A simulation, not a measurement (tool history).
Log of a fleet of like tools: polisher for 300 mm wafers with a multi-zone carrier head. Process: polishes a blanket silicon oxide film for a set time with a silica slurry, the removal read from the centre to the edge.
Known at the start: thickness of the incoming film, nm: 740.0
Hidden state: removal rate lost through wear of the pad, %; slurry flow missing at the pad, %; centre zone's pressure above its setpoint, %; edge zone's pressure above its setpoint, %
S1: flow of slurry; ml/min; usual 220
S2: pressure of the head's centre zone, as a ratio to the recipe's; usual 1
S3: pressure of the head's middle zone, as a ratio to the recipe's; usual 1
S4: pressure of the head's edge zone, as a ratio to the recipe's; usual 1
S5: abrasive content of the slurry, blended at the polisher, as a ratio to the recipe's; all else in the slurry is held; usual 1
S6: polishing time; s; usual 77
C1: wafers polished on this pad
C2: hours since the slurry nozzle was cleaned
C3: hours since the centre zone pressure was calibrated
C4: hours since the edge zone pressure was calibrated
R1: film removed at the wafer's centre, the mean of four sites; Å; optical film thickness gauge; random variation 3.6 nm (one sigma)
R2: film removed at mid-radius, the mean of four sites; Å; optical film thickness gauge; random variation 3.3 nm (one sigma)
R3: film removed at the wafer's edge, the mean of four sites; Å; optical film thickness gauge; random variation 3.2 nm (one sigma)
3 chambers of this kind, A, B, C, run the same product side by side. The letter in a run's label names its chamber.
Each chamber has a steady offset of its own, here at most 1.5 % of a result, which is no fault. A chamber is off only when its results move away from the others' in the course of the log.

run	hour	S1	S2	S3	S4	S5	S6	C1	C2	C3	C4	R1	R2	R3
1B	12.8	220	1	1	1	1	77	1049	649.1	724.2	530.9	2487.4	2399.5	2369.1
# hour 15.4: chamber B: worn pad replaced by a new one
2C	19.6	220	1	1	1	1	77	620	357.9	61	93.5	2439.3	2397.1	2416.5
# hour 27.6: chamber A: centre zone pressure recalibrated
3A	30.7	220	1	1	1	1	77	334	437.3	3.1	125.9	2327.1	2381.5	2370.1
4A	41.1	220	1	1	1	1	77	420	447.7	13.5	136.3	2415.4	2350.9	2376.9
5C	49.5	220	1	1	1	1	77	867	387.8	90.9	123.4	2400.1	2386.5	2471.7
6B	63.6	220	1	1	1	1	77	397	699.9	775	581.7	2443.6	2439.4	2392.7
7A	71.6	220	1	1	1	1	77	671	478.2	44	166.8	2396.3	2433.2	2418
# hour 83.5: chamber A: worn pad replaced by a new one
8C	84.8	220	1	1	1	1	77	1158	423.1	126.2	158.7	2423.5	2422.1	2473.5
9B	99.4	220	1	1	1	1	77	692	735.7	810.8	617.5	2384.3	2389.9	2397.7
10C	109.1	220	1	1	1	1	77	1358	447.4	150.5	183	2429.9	2338.4	2491.5
# hour 118.3: chamber A: slurry nozzle cleaned
11B	118.6	220	1	1	1	1	85	850	754.9	830	636.7	2732.5	2693.5	2561.7
12A	126.1	220	1	1	1	1	85	351	7.8	98.5	221.3	2675.2	2712.6	2634
13C	139.6	220	1	1	1	1	85	1609	477.9	181	213.5	2682.9	2636.6	2701.9
# hour 146.1: chamber B: worn pad replaced by a new one
# hour 150.4: chamber B: slurry nozzle cleaned
14B	150.6	220	1	1	1	1	77	37	0.2	862	668.7	2435.8	2392.7	2424.2
15A	164.9	220	0.88	1	1	1	77	671	46.6	137.3	260.1	2047.4	2452.7	2427.3
16B	174.1	220	0.88	1	1	1	77	230	23.7	885.5	692.2	2125.4	2461.3	2421.8
# hour 177.1: chamber A: worn pad replaced by a new one
17C	186.4	220	0.88	1	1	1	77	1995	524.7	227.8	260.3	2066.7	2399.4	2398.8
18A	193.3	220	1	1	1	1	77	134	75	165.7	288.5	2422.6	2426.9	2396.5
19A	205.6	220	1	1	1	1	77	235	87.3	178	300.8	2338.7	2488.1	2411.7
20B	217	220	1.08	1	1	1	99	584	66.6	928.4	735.1	3395.1	3083.7	3166.2
21C	229.4	220	1.08	1	1	1	99	2349	567.7	270.8	303.3	3175.7	3018.4	3012.7
22B	240.2	220	1.08	1	1	1	99	775	89.8	951.6	758.3	3359.8	3121.9	3107.8
23C	252.5	220	1	1	1	1	77	2540	590.8	293.9	326.4	2343.5	2322.4	2329.1
24A	259	220	0.93	1.07	1	1	77	675	140.7	231.4	354.2	2198.6	2573.1	2392.7
25C	272	220	0.93	1.07	1	1	77	2700	610.3	313.4	345.9	2137.4	2426.8	2346.6
26A	279	220	0.93	1.07	1	1	77	840	160.7	251.4	374.2	2207.3	2552.9	2390.9
# hour 284.8: chamber A: worn pad replaced by a new one
27B	288.2	220	1	1	1	1	77	1171	137.8	999.6	806.3	2400.1	2395.3	2378.6
# hour 291: chamber B: worn pad replaced by a new one
28A	297.1	220	1	1	1	1	77	101	178.8	269.5	392.3	2357.6	2386.2	2434.3
29C	306.3	220	1	0.93	1	1.3	77	2983	644.6	347.7	380.2	2534.8	2349.4	2596.6
# hour 309.1: chamber A: edge zone pressure recalibrated
# hour 310.8: chamber C: slurry nozzle cleaned
30B	320.4	220	1	0.93	1	1.3	77	242	170	1031.8	838.5	2652.2	2595.2	2678.5
# hour 324: chamber C: edge zone pressure recalibrated
31A	333.7	220	1	0.93	1	1.3	77	403	215.4	306.1	24.7	2630.6	2521.4	2640.2
32B	343.5	220	1	1	1	1.3	77	432	193.1	1054.9	861.6	2647.8	2667.7	2663.8
33C	354.7	220	1	1	1	1.3	77	3382	43.9	396.1	30.8	2468.1	2525.1	2561.2
34B	366.6	220	1	1	1	1.3	77	623	216.2	1078	884.7	2708.8	2661.3	2687.5
# hour 369.5: chamber A: worn pad replaced by a new one
35C	373.9	220	1	1	1	1	77	3540	63.1	415.3	50	2239.9	2204.9	2275
36A	388.5	220	1	1	1	0.9	86	157	270.2	360.9	79.5	2516.1	2595.4	2513.8
37A	401.2	220	1	1	1	0.9	86	261	282.9	373.6	92.2	2496.6	2629.1	2546.3
38C	412.9	220	1	1	1	0.9	86	3862	102.1	454.3	89	2315.1	2280.4	2330.9
# hour 415.2: chamber B: centre zone pressure recalibrated
39B	426.5	220	1	1	1	1	77	1116	276.1	11.4	944.6	2401.3	2421.7	2414.7
40C	440	220	1	1	1	1.15	77	4085	129.2	481.4	116.1	2320.9	2310.6	2314.2
# hour 446.4: chamber B: worn pad replaced by a new one
41B	449.1	220	1	1	1	1.15	77	22	298.7	34	967.2	2553.3	2576.3	2553.8
# hour 453.8: chamber A: centre zone pressure recalibrated
42A	460	220	1	1	1	1.15	77	746	341.7	6.2	151	2488	2546.1	2540.4
# hour 467.8: chamber A: worn pad replaced by a new one
43B	468.9	220	1	1	0.93	1	97	185	318.5	53.8	987	3020.8	3074.2	2920.9
44A	482.8	220	1	1	0.93	1	97	123	364.5	29	173.8	2981.1	3104.7	2859.1

Next, every chamber runs the same settings. What will each give?
45A	493.5	220	1	1	1	1	77					?	?	?
45B	493.5	220	1	1	1	1	77					?	?	?
45C	493.5	220	1	1	1	1	77					?	?	?

run	R1	R2	R3
45A	2378.4	2402.1	2469
45B	2433.4	2401	2418.1
45C	2113.3	2156.5	2158.4
